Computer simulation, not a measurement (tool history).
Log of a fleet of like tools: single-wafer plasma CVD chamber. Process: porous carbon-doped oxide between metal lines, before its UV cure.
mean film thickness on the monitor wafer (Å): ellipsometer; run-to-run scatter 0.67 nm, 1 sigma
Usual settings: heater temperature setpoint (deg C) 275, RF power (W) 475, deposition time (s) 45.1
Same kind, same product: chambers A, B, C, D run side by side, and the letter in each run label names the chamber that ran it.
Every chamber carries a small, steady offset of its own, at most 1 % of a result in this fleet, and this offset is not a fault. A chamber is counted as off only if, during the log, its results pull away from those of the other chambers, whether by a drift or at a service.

| run | hour | heater temperature setpoint (deg C) | RF power (W) | deposition time (s) | read-back reference wafer on the same gauge, thickness_nm | mean film thickness on the monitor wafer (Å) |
|---|---|---|---|---|---|---|
| 1C | 6.5 | 275 | 475 | 45.1 | 255.03 | 2698.1 |
| 2B | 16.3 | 275 | 475 | 45.1 | 255.11 | 2743.8 |
| 3A | 23.1 | 275 | 475 | 45.1 | 255.17 | 2726 |
|  | 25.4 | chamber C: thermocouple changed; heater temperature recalibrated |
| 4D | 32.8 | 275 | 475 | 45.1 | 255.13 | 2716.3 |
| 5B | 39.8 | 275 | 475 | 45.1 | 254.92 | 2737.9 |
| 6A | 46.8 | 275 | 475 | 45.1 | 255.09 | 2728.8 |
| 7C | 54 | 275 | 475 | 45.1 | 254.88 | 2698.7 |
| 8D | 59.9 | 275 | 560 | 41.3 | 255.09 | 2772 |
| 9B | 67.1 | 275 | 560 | 41.3 | 254.91 | 2808.4 |
| 10D | 72.9 | 275 | 560 | 41.3 | 255.12 | 2779.4 |
| 11C | 77.5 | 275 | 560 | 41.3 | 254.97 | 2765.4 |
| 12A | 81.7 | 275 | 475 | 45.1 | 254.98 | 2731.7 |
| 13C | 86.1 | 275 | 475 | 45.1 | 254.93 | 2707.5 |
| 14A | 92.3 | 275 | 475 | 45.1 | 254.82 | 2725.1 |
| 15B | 98.8 | 275 | 475 | 45.1 | 255.01 | 2739.2 |
| 16D | 105.6 | 275 | 475 | 45.1 | 255.11 | 2715.4 |
|  | 108.2 | chamber D: thermocouple changed; heater temperature recalibrated |
| 17B | 110.5 | 275 | 475 | 45.1 | 254.97 | 2739.2 |
| 18C | 119.6 | 275 | 475 | 45.1 | 255.07 | 2703 |
| 19A | 127.6 | 275 | 475 | 45.1 | 255.06 | 2733.8 |
| 20D | 134.2 | 275 | 475 | 45.1 | 254.9 | 2769.3 |
| 21B | 142.2 | 275 | 475 | 45.1 | 254.93 | 2738.9 |
| 22D | 150.1 | 275 | 475 | 51.2 | 255 | 3129.1 |
| 23A | 154.9 | 275 | 475 | 51.2 | 255.01 | 3079.9 |
| 24C | 161.6 | 275 | 475 | 51.2 | 255.01 | 3062.9 |
| 25D | 168.8 | 275 | 475 | 51.2 | 254.9 | 3129.2 |
| 26A | 176.3 | 275 | 475 | 45.1 | 254.99 | 2729.7 |
| 27B | 181.2 | 286 | 415 | 45.1 | 255.03 | 2298.1 |
| 28C | 188.2 | 286 | 415 | 45.1 | 254.89 | 2296 |
| 29D | 194.9 | 286 | 415 | 45.1 | 254.91 | 2331.4 |
| 30B | 204.4 | 286 | 415 | 45.1 | 255.02 | 2312.2 |
| 31A | 213.9 | 275 | 475 | 45.1 | 255.09 | 2728.2 |
| 32C | 223.1 | 275 | 530 | 41.8 | 254.89 | 2702.3 |
| 33D | 228.2 | 275 | 530 | 41.8 | 254.94 | 2780.7 |
| 34C | 233.6 | 275 | 530 | 41.8 | 254.93 | 2703.3 |
| 35A | 239.7 | 275 | 530 | 41.8 | 255 | 2728.1 |
| 36B | 249.5 | 275 | 475 | 45.1 | 254.98 | 2729.7 |
| 37A | 255.1 | 275 | 475 | 45.1 | 255.04 | 2737.9 |

Next, all 4 chambers run the settings below, one line each with question marks for the results. What does each chamber give?
| 38A | 262.1 | 275 | 415 | 45.1 |  | ? |
| 38B | 262.1 | 275 | 415 | 45.1 |  | ? |
| 38C | 262.1 | 275 | 415 | 45.1 |  | ? |
| 38D | 262.1 | 275 | 415 | 45.1 |  | ? |

| run | mean film thickness on the monitor wafer (Å) |
|---|---|
| 38A | 2477.5 |
| 38B | 2471.1 |
| 38C | 2444.3 |
| 38D | 2501.8 |

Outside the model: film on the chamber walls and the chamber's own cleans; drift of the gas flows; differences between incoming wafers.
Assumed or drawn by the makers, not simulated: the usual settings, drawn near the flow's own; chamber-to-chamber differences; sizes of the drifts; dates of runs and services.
